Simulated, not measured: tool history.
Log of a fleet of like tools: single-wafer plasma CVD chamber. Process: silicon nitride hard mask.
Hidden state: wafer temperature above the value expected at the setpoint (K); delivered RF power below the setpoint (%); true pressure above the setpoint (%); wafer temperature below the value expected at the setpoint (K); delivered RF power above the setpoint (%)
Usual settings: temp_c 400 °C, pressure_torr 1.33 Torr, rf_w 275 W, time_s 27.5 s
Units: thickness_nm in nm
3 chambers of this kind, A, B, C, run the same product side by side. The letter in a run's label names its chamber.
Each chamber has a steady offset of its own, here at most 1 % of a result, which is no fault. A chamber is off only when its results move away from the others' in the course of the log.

| run | day | temp_c | pressure_torr | rf_w | time_s | hours since the last thermocouple change | hours since the last RF generator calibration | hours since the last manometer calibration | read-back reference wafer on the same gauge, thickness_nm | thickness_nm |
|---|---|---|---|---|---|---|---|---|---|---|
| 1A | 0.192 | 400 | 1.33 | 275 | 27.5 | 571.1 | 1475.2 | 723 | 31.103 | 28.627 |
| 2B | 0.442 | 400 | 1.33 | 275 | 27.5 | 476.9 | 1415.2 | 72.7 | 31.113 | 28.254 |
| 3C | 0.688 | 400 | 1.33 | 275 | 27.5 | 915.6 | 765.2 | 36.8 | 31.107 | 28.438 |
| 4C | 0.867 | 400 | 1.33 | 275 | 27.5 | 919.9 | 769.5 | 41.1 | 31.111 | 28.35 |
| 5A | 0.996 | 400 | 1.33 | 275 | 27.5 | 590.4 | 1494.5 | 742.3 | 31.108 | 28.45 |
| 6B | 1.254 | 400 | 1.33 | 275 | 27.5 | 496.4 | 1434.7 | 92.2 | 31.115 | 28.22 |
| 7C | 1.425 | 400 | 1.33 | 275 | 27.5 | 933.3 | 782.9 | 54.5 | 31.108 | 28.355 |
| 8A | 1.621 | 400 | 1.33 | 275 | 27.5 | 605.4 | 1509.5 | 757.3 | 31.087 | 28.497 |
| 9B | 1.9 | 400 | 1.33 | 275 | 27.5 | 511.9 | 1450.2 | 107.7 | 31.092 | 28.226 |
| 10B | 2.133 | 400 | 1.33 | 275 | 27.5 | 517.5 | 1455.8 | 113.3 | 31.121 | 28.245 |
| 11C | 2.275 | 400 | 1.33 | 275 | 27.5 | 953.7 | 803.3 | 74.9 | 31.099 | 28.304 |
| 12A | 2.496 | 400 | 1.33 | 275 | 27.5 | 626.4 | 1530.5 | 778.3 | 31.115 | 28.492 |
| 13A | 2.625 | 400 | 1.33 | 275 | 27.5 | 629.5 | 1533.6 | 781.4 | 31.087 | 28.785 |
| 14B | 2.762 | 400 | 1.33 | 275 | 27.5 | 532.6 | 1470.9 | 128.4 | 31.094 | 28.269 |
| 15C | 3.046 | 400 | 1.33 | 275 | 27.5 | 972.2 | 821.8 | 93.4 | 31.097 | 28.283 |
| 16C | 3.225 | 400 | 1.33 | 275 | 27.5 | 976.5 | 826.1 | 97.7 | 31.095 | 28.264 |
| 17A | 3.483 | 400 | 1.33 | 275 | 27.5 | 650.1 | 1554.2 | 802 | 31.089 | 28.892 |
| 18B | 3.771 | 400 | 1.33 | 275 | 27.5 | 556.8 | 1495.1 | 152.6 | 31.098 | 28.326 |
| 19C | 4.042 | 400 | 1.33 | 275 | 27.5 | 996.1 | 845.7 | 117.3 | 31.103 | 28.34 |
| 20A | 4.217 | 400 | 1.33 | 275 | 27.5 | 667.7 | 1571.8 | 819.6 | 31.076 | 28.923 |
| 21B | 4.404 | 400 | 1.33 | 275 | 27.5 | 572 | 1510.3 | 167.8 | 31.098 | 28.211 |
| 22A | 4.596 | 400 | 1.33 | 275 | 27.5 | 676.8 | 1580.9 | 828.7 | 31.134 | 28.992 |
| 23B | 4.767 | 400 | 1.33 | 275 | 27.5 | 580.7 | 1519 | 176.5 | 31.116 | 28.298 |
| 24C | 4.908 | 410 | 1.33 | 275 | 27.5 | 1016.9 | 866.5 | 138.1 | 31.093 | 28.266 |
| 25A | 5.196 | 410 | 1.33 | 275 | 27.5 | 691.2 | 1595.3 | 843.1 | 31.102 | 28.897 |
| 26B | 5.375 | 410 | 1.33 | 275 | 27.5 | 595.3 | 1533.6 | 191.1 | 31.12 | 28.048 |
| 27C | 5.5 | 400 | 1.33 | 275 | 27.5 | 1031.1 | 880.7 | 152.3 | 31.104 | 28.395 |
| 28C | 5.717 | 400 | 1.33 | 275 | 27.5 | 1036.3 | 885.9 | 157.5 | 31.114 | 28.344 |
| 29B | 5.85 | 400 | 1.33 | 275 | 27.5 | 606.7 | 1545 | 202.5 | 31.096 | 28.14 |
| 30A | 6.1 | 400 | 1.33 | 275 | 27.5 | 712.9 | 1617 | 864.8 | 31.102 | 29.02 |
| 31B | 6.258 | 400 | 1.33 | 275 | 27.5 | 616.5 | 1554.8 | 212.3 | 31.106 | 28.405 |

What goes on in this fleet: one chamber off, a drifting gauge, or nothing beyond the chambers' own small offsets? Name the chamber and the cause, if any.

Chamber A drifts away from the others.
Cause: true pressure above the setpoint (%) = 8.

Here are 4 candidates for chamber A's next run, each the usual settings with a change, their results left as question marks. Which one brings its results back in line with what the others give on the usual settings?
In line means no further than this from the other chambers' mean on the usual settings: thickness_nm 0.27 nm
| 32A-1 | 6.462 | 400 | 1.3 | 265 | 27.5 |  |  |  |  | ? |
| 32A-2 | 6.462 | 400 | 1.33 | 280 | 28.4 |  |  |  |  | ? |
| 32A-3 | 6.462 | 400 | 1.31 | 270 | 26.7 |  |  |  |  | ? |
| 32A-4 | 6.462 | 400 | 1.34 | 280 | 28 |  |  |  |  | ? |

The other chambers' mean on the usual settings: thickness_nm 28.316 nm
| run | thickness_nm |
|---|---|
| 32A-1 | 28.261 |
| 32A-2 | 30.484 |
| 32A-3 | 27.856 |
| 32A-4 | 30.122 |
32A-1 brings the chamber back in line.
